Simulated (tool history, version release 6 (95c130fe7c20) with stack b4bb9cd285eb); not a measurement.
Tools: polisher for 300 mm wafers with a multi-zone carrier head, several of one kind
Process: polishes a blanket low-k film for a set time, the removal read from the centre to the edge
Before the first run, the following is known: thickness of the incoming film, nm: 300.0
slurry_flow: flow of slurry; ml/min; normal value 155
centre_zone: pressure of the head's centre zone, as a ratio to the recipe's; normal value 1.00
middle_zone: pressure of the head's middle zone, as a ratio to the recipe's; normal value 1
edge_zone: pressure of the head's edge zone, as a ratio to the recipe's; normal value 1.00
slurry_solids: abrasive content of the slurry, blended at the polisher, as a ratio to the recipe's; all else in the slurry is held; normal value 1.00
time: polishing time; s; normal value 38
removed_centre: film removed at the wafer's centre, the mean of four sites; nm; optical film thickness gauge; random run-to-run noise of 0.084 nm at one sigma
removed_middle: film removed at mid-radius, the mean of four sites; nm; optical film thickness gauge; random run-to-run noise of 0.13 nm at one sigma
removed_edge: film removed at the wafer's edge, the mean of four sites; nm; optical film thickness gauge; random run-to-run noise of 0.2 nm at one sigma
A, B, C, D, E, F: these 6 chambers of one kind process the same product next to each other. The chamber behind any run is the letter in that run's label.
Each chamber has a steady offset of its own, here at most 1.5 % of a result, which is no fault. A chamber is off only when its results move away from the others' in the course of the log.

run    day  slurry_flow  centre_zone  middle_zone  edge_zone  slurry_solids  time  removed_centre  removed_middle  removed_edge
 1E  0.188          155         1.00            1       1.00           1.00    38          13.429          13.303        13.550
 2B  0.283          155         1.00            1       1.00           1.00    38          13.363          13.747        13.278
     0.317  -- chamber C: worn pad replaced by a new one
 3A  0.388          155         1.00            1       1.00           1.00    38          13.329          13.355        13.183
 4C  0.554          155         1.00            1       1.00           1.00    38          13.391          13.622        13.455
 5F  0.658          155         1.00            1       1.00           1.00    38          13.506          13.451        13.301
 6D  0.779          155         1.00            1       1.00           1.00    38          13.338          13.177        13.202
     0.817  -- chamber D: worn pad replaced by a new one
     0.917  -- chamber D: edge zone pressure recalibrated
 7D  0.954          155         1.00            1       1.00           1.00    38          13.151          12.994        13.004
     0.971  -- chamber B: worn pad replaced by a new one
     0.975  -- chamber E: worn pad replaced by a new one
     1.004  -- chamber F: worn pad replaced by a new one
     1.125  -- chamber E: edge zone pressure recalibrated
 8B  1.138          155         1.00            1       1.00           1.00    38          13.173          13.552        13.357
     1.212  -- chamber E: centre zone pressure recalibrated
 9C  1.317          155         1.00            1       1.00           1.00    38          13.501          13.593        13.412
10F  1.454          155         1.00            1       1.00           1.00    38          13.445          13.574        13.627
11E  1.596          155         1.00            1       1.00           1.00    38          13.517          13.318        13.455
12A  1.721          155         1.00            1       1.00           1.00    38          13.330          13.226        13.206
     1.775  -- chamber F: centre zone pressure recalibrated
     1.829  -- chamber A: worn pad replaced by a new one
13D  1.850          155         1.00            1       1.00           1.00    38          13.384          13.233        13.496
     1.954  -- chamber F: slurry nozzle cleaned
14F  2.021          155         1.00            1       1.00           1.00    38          14.181          13.259        13.101
15B  2.162          155         1.00            1       1.00           1.00    38          13.266          13.527        13.222
16C  2.254          155         1.00            1       1.00           1.00    38          13.538          13.486        13.189
17A  2.375          155         1.00            1       1.00           1.00    38          13.293          13.150        13.394
     2.496  -- chamber D: worn pad replaced by a new one
18E  2.521          155         1.00            1       1.00           1.00    38          13.290          13.382        13.661
19A  2.650          155         1.00            1       1.00           1.00    38          13.403          13.417        13.410
     2.796  -- chamber E: slurry nozzle cleaned
20F  2.833          155         1.00            1       1.00           1.00    38          14.103          13.651        13.179
     3.008  -- chamber E: worn pad replaced by a new one
21E  3.012          155         1.00            1       1.00           1.00    38          13.509          13.518        13.717
22D  3.183          155         1.00            1       1.00           1.00    38          13.425          13.073        13.330
     3.262  -- chamber F: worn pad replaced by a new one
23B  3.379          155         1.00            1       1.00           1.00    38          13.278          13.671        13.090
24C  3.562          155         1.00            1       1.00           1.00    38          13.490          13.327        13.550
     3.688  -- chamber A: worn pad replaced by a new one
25D  3.708          155         1.00            1       1.00           1.00    38          13.299          13.291        13.221
26C  3.842          155         1.00            1       1.00           1.00    38          13.287          13.080        13.476
     3.925  -- chamber C: worn pad replaced by a new one
     3.933  -- chamber A: centre zone pressure recalibrated
27A  4.046          155         1.00            1       1.00           1.00    38          13.379          13.289        13.599
     4.096  -- chamber B: worn pad replaced by a new one
28E  4.208          155         1.00            1       1.00           1.00    38          13.538          13.249        13.435
     4.233  -- chamber D: slurry nozzle cleaned
     4.312  -- chamber D: worn pad replaced by a new one
29B  4.412          155         1.00            1       1.00           1.00    38          13.360          13.596        13.423
30F  4.592          155         1.00            1       1.00           1.00    38          14.057          13.651        13.729
31D  4.696          155         1.05            1       1.00           1.00    38          14.248          13.203        13.117
32F  4.812          155         1.05            1       1.00           1.00    38          14.758          13.379        13.775
33A  4.958          155         1.05            1       1.00           1.00    38          14.051          13.640        13.695
34C  5.129          155         1.05            1       1.00           1.00    38          14.034          13.210        13.288
     5.142  -- chamber E: worn pad replaced by a new one
     5.212  -- chamber F: worn pad replaced by a new one
35E  5.221          155         1.05            1       1.00           1.00    38          14.191          13.326        13.232
36B  5.417          155         1.05            1       1.00           1.00    38          13.935          13.697        13.446
37F  5.579          155         1.00            1       0.96           1.00    50          18.527          17.798        16.989

Next, all 6 chambers run the settings below, one line each with question marks for the results. What does each chamber give?
38A  5.725          155         1.00            1       1.00           1.25    38               ?               ?             ?
38B  5.725          155         1.00            1       1.00           1.25    38               ?               ?             ?
38C  5.725          155         1.00            1       1.00           1.25    38               ?               ?             ?
38D  5.725          155         1.00            1       1.00           1.25    38               ?               ?             ?
38E  5.725          155         1.00            1       1.00           1.25    38               ?               ?             ?
38F  5.725          155         1.00            1       1.00           1.25    38               ?               ?             ?

run  removed_centre  removed_middle  removed_edge
38A          14.628          14.517        15.071
38B          14.645          14.855        14.445
38C          14.798          14.751        14.798
38D          14.790          14.620        14.672
38E          14.725          14.942        14.913
38F          15.563          14.898        14.780
